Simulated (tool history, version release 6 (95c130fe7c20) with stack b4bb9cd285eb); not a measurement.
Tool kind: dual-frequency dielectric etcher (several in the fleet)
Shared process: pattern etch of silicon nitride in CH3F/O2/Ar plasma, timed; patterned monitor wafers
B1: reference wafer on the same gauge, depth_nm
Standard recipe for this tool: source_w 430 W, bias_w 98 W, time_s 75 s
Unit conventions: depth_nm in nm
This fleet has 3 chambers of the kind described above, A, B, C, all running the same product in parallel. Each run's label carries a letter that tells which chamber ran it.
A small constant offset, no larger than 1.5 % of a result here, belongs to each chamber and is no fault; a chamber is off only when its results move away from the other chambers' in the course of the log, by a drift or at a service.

run 1C hour=4.7 | source_w=430 bias_w=98 time_s=75 | B1=69.187 | depth_nm=58.996
run 2B hour=10.3 | source_w=430 bias_w=98 time_s=75 | B1=69.3 | depth_nm=59.33
run 3A hour=15.3 | source_w=430 bias_w=98 time_s=75 | B1=69.214 | depth_nm=59.655
run 4C hour=18.4 | source_w=430 bias_w=98 time_s=75 | B1=69.169 | depth_nm=59.075
run 5A hour=21.4 | source_w=430 bias_w=110 time_s=60.5 | B1=69.214 | depth_nm=50.3
run 6B hour=26.6 | source_w=430 bias_w=110 time_s=60.5 | B1=69.245 | depth_nm=50.499
run 7A hour=30.4 | source_w=430 bias_w=110 time_s=60.5 | B1=69.143 | depth_nm=50.506
run 8C hour=34.1 | source_w=430 bias_w=87 time_s=75 | B1=69.093 | depth_nm=56.738
run 9B hour=37 | source_w=430 bias_w=87 time_s=75 | B1=69.146 | depth_nm=57.037
run 10C hour=41.8 | source_w=430 bias_w=87 time_s=75 | B1=69.175 | depth_nm=56.611
run 11B hour=45.5 | source_w=430 bias_w=98 time_s=75 | B1=69.253 | depth_nm=58.925
run 12A hour=50.9 | source_w=430 bias_w=98 time_s=75 | B1=69.229 | depth_nm=60.582
run 13B hour=54.8 | source_w=430 bias_w=98 time_s=75 | B1=69.256 | depth_nm=59.082
run 14A hour=58.5 | source_w=430 bias_w=98 time_s=57 | B1=69.189 | depth_nm=45.993
run 15C hour=63.2 | source_w=430 bias_w=98 time_s=57 | B1=69.118 | depth_nm=45.151
run 16B hour=67.8 | source_w=430 bias_w=98 time_s=57 | B1=69.075 | depth_nm=45.498
run 17A hour=70.7 | source_w=430 bias_w=98 time_s=75 | B1=69.183 | depth_nm=59.972
-- hour=73.8 chamber B: wet clean of the chamber
run 18C hour=73.9 | source_w=430 bias_w=98 time_s=75 | B1=69.187 | depth_nm=59.671
run 19B hour=79.3 | source_w=430 bias_w=98 time_s=75 | B1=69.133 | depth_nm=57.191
run 20C hour=82.6 | source_w=430 bias_w=98 time_s=75 | B1=69.18 | depth_nm=59.078
run 21A hour=87 | source_w=430 bias_w=98 time_s=75 | B1=69.169 | depth_nm=59.887
run 22B hour=89.6 | source_w=430 bias_w=98 time_s=75 | B1=69.11 | depth_nm=56.653
run 23C hour=94.8 | source_w=430 bias_w=98 time_s=75 | B1=69.121 | depth_nm=59.13
run 24A hour=98 | source_w=430 bias_w=98 time_s=75 | B1=69.089 | depth_nm=59.927
run 25B hour=100.7 | source_w=430 bias_w=98 time_s=55 | B1=69.179 | depth_nm=41.815
run 26C hour=106.1 | source_w=430 bias_w=98 time_s=55 | B1=69.118 | depth_nm=43.57
run 27A hour=111.7 | source_w=430 bias_w=98 time_s=55 | B1=69.05 | depth_nm=44.253
run 28A hour=115.5 | source_w=430 bias_w=98 time_s=75 | B1=69.276 | depth_nm=59.291
run 29B hour=118.9 | source_w=430 bias_w=98 time_s=75 | B1=69.183 | depth_nm=56.475

Read the log: is a single chamber off, either drifting away or since a service, is the gauge that measures every chamber drifting, or is nothing wrong beyond small per-chamber offsets? Name any odd chamber and what most likely caused it.

A service on chamber B put it out of line with the rest.
Cause: etch rate under this chamber's usual, % = 4.64.

Chamber B could run next with any of the 4 candidate recipes listed below; each alters the usual settings, and their results appear as question marks. Which one brings its results back in line with what the other chambers deliver on the usual settings?
To be in line, a result may differ from the other chambers' mean on the usual settings by at most: depth_nm 1.2 nm
run 30B-1 hour=123.1 | source_w=460 bias_w=104 time_s=75 | depth_nm=?
run 30B-2 hour=123.1 | source_w=430 bias_w=98 time_s=68.5 | depth_nm=?
run 30B-3 hour=123.1 | source_w=400 bias_w=92 time_s=75 | depth_nm=?
run 30B-4 hour=123.1 | source_w=440 bias_w=100 time_s=80.5 | depth_nm=?

The other chambers' mean on the usual settings: depth_nm 59.62 nm
run=30B-1 depth_nm=59.351
run=30B-2 depth_nm=51.722
run=30B-3 depth_nm=53.866
run=30B-4 depth_nm=61.761
It is 30B-1 that realigns the chamber with its peers.

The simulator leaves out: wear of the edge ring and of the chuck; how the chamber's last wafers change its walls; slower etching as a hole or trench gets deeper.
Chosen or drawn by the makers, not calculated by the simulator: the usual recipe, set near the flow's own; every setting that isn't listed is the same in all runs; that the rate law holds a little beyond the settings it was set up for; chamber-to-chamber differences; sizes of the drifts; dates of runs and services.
